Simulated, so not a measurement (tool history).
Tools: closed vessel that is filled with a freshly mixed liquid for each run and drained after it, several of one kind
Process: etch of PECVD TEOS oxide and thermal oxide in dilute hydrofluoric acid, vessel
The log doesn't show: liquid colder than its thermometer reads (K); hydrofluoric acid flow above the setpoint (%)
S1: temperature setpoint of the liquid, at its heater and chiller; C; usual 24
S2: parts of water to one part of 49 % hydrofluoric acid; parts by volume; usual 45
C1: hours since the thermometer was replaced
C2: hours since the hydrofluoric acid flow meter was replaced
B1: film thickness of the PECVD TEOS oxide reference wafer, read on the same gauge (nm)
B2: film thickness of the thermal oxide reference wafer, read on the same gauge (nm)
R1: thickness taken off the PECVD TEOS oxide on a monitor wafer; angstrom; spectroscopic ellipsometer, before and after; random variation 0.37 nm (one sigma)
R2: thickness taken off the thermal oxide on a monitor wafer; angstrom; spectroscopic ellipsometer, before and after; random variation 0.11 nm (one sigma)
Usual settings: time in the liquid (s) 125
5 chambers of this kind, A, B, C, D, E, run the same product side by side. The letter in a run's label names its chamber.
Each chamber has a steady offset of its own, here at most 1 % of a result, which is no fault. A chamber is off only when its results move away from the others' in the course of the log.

Run 1A, hour 7.6: usual settings; C1 1450.6; C2 450.5; B1 110.01; B2 150.05. Result: R1 399.15 angstrom, R2 145.11 angstrom.
Run 2E, hour 17.2: usual settings; C1 619.4; C2 406.7; B1 109.99; B2 150.01. Result: R1 393.95 angstrom, R2 144.49 angstrom.
Run 3C, hour 28.4: usual settings; C1 281.7; C2 985.5; B1 110.05; B2 149.96. Result: R1 394.47 angstrom, R2 140.83 angstrom.
Run 4D, hour 38.5: usual settings; C1 468.1; C2 561; B1 109.98; B2 150.02. Result: R1 399.79 angstrom, R2 141.27 angstrom.
Run 5B, hour 46.3: usual settings but S2 30 parts by volume, time in the liquid (s) 95; C1 1333.1; C2 534.2; B1 110.04; B2 150.05. Result: R1 466.58 angstrom, R2 164.06 angstrom.
Run 6B, hour 56.3: usual settings but S2 30 parts by volume, time in the liquid (s) 95; C1 1343.1; C2 544.2; B1 110.04; B2 150.05. Result: R1 460.61 angstrom, R2 164.97 angstrom.
Run 7D, hour 64.5: usual settings but S2 30 parts by volume, time in the liquid (s) 95; C1 494.1; C2 587; B1 110; B2 150.01. Result: R1 463.68 angstrom, R2 164.24 angstrom.
Run 8E, hour 76.2: usual settings but S2 30 parts by volume, time in the liquid (s) 95; C1 678.4; C2 465.7; B1 110; B2 150.01. Result: R1 469.42 angstrom, R2 164.51 angstrom.
Run 9A, hour 83.3: usual settings but S2 30 parts by volume, time in the liquid (s) 95; C1 1526.3; C2 526.2; B1 109.98; B2 150.05. Result: R1 459.42 angstrom, R2 169.19 angstrom.
Run 10C, hour 93.1: usual settings; C1 346.4; C2 1050.2; B1 110.04; B2 150.01. Result: R1 395.94 angstrom, R2 141.55 angstrom.
Run 11D, hour 104.6: usual settings; C1 534.2; C2 627.1; B1 110.01; B2 150.01. Result: R1 390.19 angstrom, R2 142.05 angstrom.
Run 12C, hour 117.5: usual settings; C1 370.8; C2 1074.6; B1 109.97; B2 150.02. Result: R1 395.48 angstrom, R2 140.31 angstrom.
Run 13B, hour 123.9: usual settings; C1 1410.7; C2 611.8; B1 110.01; B2 149.98. Result: R1 399.54 angstrom, R2 141.84 angstrom.
Run 14A, hour 129.7: usual settings; C1 1572.7; C2 572.6; B1 109.97; B2 150. Result: R1 394.29 angstrom, R2 145.87 angstrom.
Run 15E, hour 137.5: usual settings; C1 739.7; C2 527; B1 110; B2 150.04. Result: R1 417.08 angstrom, R2 148.3 angstrom.
Run 16A, hour 147.1: usual settings; C1 1590.1; C2 590; B1 109.98; B2 149.98. Result: R1 396.37 angstrom, R2 143.08 angstrom.
Run 17C, hour 154.2: usual settings; C1 407.5; C2 1111.3; B1 110; B2 149.97. Result: R1 401.72 angstrom, R2 143.1 angstrom.
Run 18B, hour 160.1: usual settings; C1 1446.9; C2 648; B1 109.95; B2 149.98. Result: R1 400.78 angstrom, R2 142.9 angstrom.
Run 19E, hour 167: usual settings; C1 769.2; C2 556.5; B1 109.97; B2 150.01. Result: R1 413.82 angstrom, R2 151.24 angstrom.
Run 20D, hour 175.9: usual settings; C1 605.5; C2 698.4; B1 110.03; B2 149.99. Result: R1 392.11 angstrom, R2 142.65 angstrom.
Run 21B, hour 181.7: usual settings; C1 1468.5; C2 669.6; B1 109.98; B2 150.04. Result: R1 396.27 angstrom, R2 143.05 angstrom.
At hour 186.9: chamber B: hydrofluoric acid flow meter replaced.
Run 22D, hour 193.9: usual settings but S1 27.5 C; C1 623.5; C2 716.4; B1 109.96; B2 150.04. Result: R1 460.61 angstrom, R2 162.21 angstrom.
At hour 197.9: chamber A: hydrofluoric acid flow meter replaced.
Run 23E, hour 204.7: usual settings but S1 27.5 C; C1 806.9; C2 594.2; B1 110.01; B2 150.02. Result: R1 490.59 angstrom, R2 173.34 angstrom.
Run 24C, hour 216.3: usual settings but S1 27.5 C; C1 469.6; C2 1173.4; B1 110.03; B2 150.02. Result: R1 456.53 angstrom, R2 160.93 angstrom.
Run 25A, hour 223.5: usual settings but S1 27.5 C; C1 1666.5; C2 25.7; B1 110.03; B2 150.06. Result: R1 454.97 angstrom, R2 162.85 angstrom.
Run 26E, hour 234.6: usual settings but S1 27.5 C; C1 836.8; C2 624.1; B1 109.98; B2 150. Result: R1 489.21 angstrom, R2 176.61 angstrom.
Run 27A, hour 242.1: usual settings but S1 20 C, S2 30 parts by volume; C1 1685.1; C2 44.3; B1 110.01; B2 149.99. Result: R1 514.3 angstrom, R2 186.26 angstrom.
Run 28D, hour 254.3: usual settings but S1 20 C, S2 30 parts by volume; C1 683.9; C2 776.8; B1 109.99; B2 150.08. Result: R1 511.26 angstrom, R2 182.04 angstrom.
Run 29C, hour 263.2: usual settings but S1 20 C, S2 30 parts by volume; C1 516.5; C2 1220.3; B1 109.98; B2 149.94. Result: R1 515.96 angstrom, R2 182.08 angstrom.
Run 30B, hour 270.9: usual settings but S1 20 C, S2 30 parts by volume; C1 1557.7; C2 84; B1 109.98; B2 150.01. Result: R1 507.28 angstrom, R2 181.19 angstrom.
Run 31C, hour 281.2: usual settings but S1 20 C, S2 30 parts by volume; C1 534.5; C2 1238.3; B1 109.96; B2 150.01. Result: R1 508.55 angstrom, R2 182.5 angstrom.
Run 32E, hour 287.9: usual settings; C1 890.1; C2 677.4; B1 110.01; B2 150.01. Result: R1 431.94 angstrom, R2 154.2 angstrom.

Next, every chamber runs the same settings. What will each give?
Run 33A, hour 297.4: usual settings. Result: R1 ?, R2 ?.
Run 33B, hour 297.4: usual settings. Result: R1 ?, R2 ?.
Run 33C, hour 297.4: usual settings. Result: R1 ?, R2 ?.
Run 33D, hour 297.4: usual settings. Result: R1 ?, R2 ?.
Run 33E, hour 297.4: usual settings. Result: R1 ?, R2 ?.

run      R1      R2
33A  393.14  143.71
33B  394.68   142.3
33C  394.53  141.58
33D  390.49   142.5
33E  433.81  155.05

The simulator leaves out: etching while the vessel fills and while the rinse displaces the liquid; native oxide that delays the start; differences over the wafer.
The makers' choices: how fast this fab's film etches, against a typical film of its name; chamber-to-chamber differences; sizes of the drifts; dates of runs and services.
